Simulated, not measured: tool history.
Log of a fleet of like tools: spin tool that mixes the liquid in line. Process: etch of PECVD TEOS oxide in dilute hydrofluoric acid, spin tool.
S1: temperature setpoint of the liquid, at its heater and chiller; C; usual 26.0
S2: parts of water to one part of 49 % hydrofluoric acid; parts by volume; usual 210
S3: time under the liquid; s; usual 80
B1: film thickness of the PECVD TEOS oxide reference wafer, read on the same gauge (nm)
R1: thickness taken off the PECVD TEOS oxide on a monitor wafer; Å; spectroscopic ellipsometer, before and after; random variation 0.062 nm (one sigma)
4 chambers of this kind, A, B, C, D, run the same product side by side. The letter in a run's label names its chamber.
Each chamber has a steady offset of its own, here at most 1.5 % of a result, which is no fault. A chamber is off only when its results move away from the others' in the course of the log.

run	hour	S1	S2	S3	B1	R1
1C	3.2	26.0	210	80	130.02	67.887
2D	7.1	26.0	210	80	130.02	68.351
3A	13.2	26.0	210	80	130.04	67.221
4B	17.1	26.0	210	80	130.00	67.954
5B	20.8	26.0	210	80	129.99	68.621
6C	25.1	26.0	210	80	130.01	68.641
7A	30.2	29.0	210	80	130.01	76.405
8D	33.8	29.0	210	80	129.99	75.976
9A	37.2	29.0	210	80	130.01	74.549
10B	44.1	29.0	210	80	129.99	75.671
11D	48.8	26.0	210	80	130.06	67.915
12C	56.2	26.0	210	80	129.99	67.550
13B	61.1	26.0	210	80	130.02	67.650
14D	65.1	26.0	210	80	130.01	67.673
15C	72.4	24.5	210	40	129.96	32.358
16A	78.5	24.5	210	40	130.00	31.705
17D	82.2	24.5	210	40	129.98	31.756
18C	88.6	24.5	210	40	130.02	32.471
19A	94.5	26.0	210	80	129.98	67.901
20B	97.9	26.0	210	80	129.98	67.605
21B	102.0	26.0	210	80	130.04	68.490
22D	108.2	26.0	210	80	130.02	65.980
23C	113.7	30.0	210	105	129.98	102.850
24A	120.3	30.0	210	105	130.03	103.730
25C	126.5	30.0	210	105	130.01	104.200
26A	130.6	30.0	210	105	130.07	104.480
27D	137.6	26.0	210	80	130.01	65.030
28B	143.0	26.0	210	80	129.98	68.269
29C	148.7	26.0	210	80	129.96	68.133
30A	155.2	26.0	210	80	130.03	67.647
31B	162.6	26.0	210	80	129.96	67.873
32D	169.0	26.0	210	80	129.98	64.039
# hour 173.4: chamber A: hydrofluoric acid flow meter replaced
33B	174.9	29.0	115	80	129.99	155.210
34D	179.2	29.0	115	80	130.02	146.500
35A	184.1	29.0	115	80	130.01	156.600
36C	189.6	29.0	115	80	130.02	156.100
37B	195.2	26.0	210	80	129.98	68.531
38D	199.0	26.0	210	80	129.97	63.296
39A	205.5	26.0	210	80	130.01	68.722
40C	208.7	26.0	210	80	130.00	68.144
41C	213.6	26.0	210	80	130.00	67.897

Is one chamber off against the others, does the gauge drift, or is nothing wrong? If a chamber is off, say which, and what the likeliest cause is.

Chamber D drifts away from the others.
Cause: hydrofluoric acid flow below the setpoint (%) = 7.23.
The log may not tell that from: liquid colder than its thermometer reads (K).

Here are 4 candidates for chamber D's next run, each the usual settings with a change, their results left as question marks. Which one brings its results back in line with what the others give on the usual settings?
In line means no further than this from the other chambers' mean on the usual settings: R1 2.200 Å
42D-1	219.0	26.0	180	80		?
42D-2	219.0	26.0	215	75		?
42D-3	219.0	26.0	245	80		?
42D-4	219.0	26.0	195	80		?

The other chambers' mean on the usual settings: R1 68.212 Å
run	R1
42D-1	75.751
42D-2	57.150
42D-3	51.761
42D-4	68.741
42D-4 brings the chamber back in line.
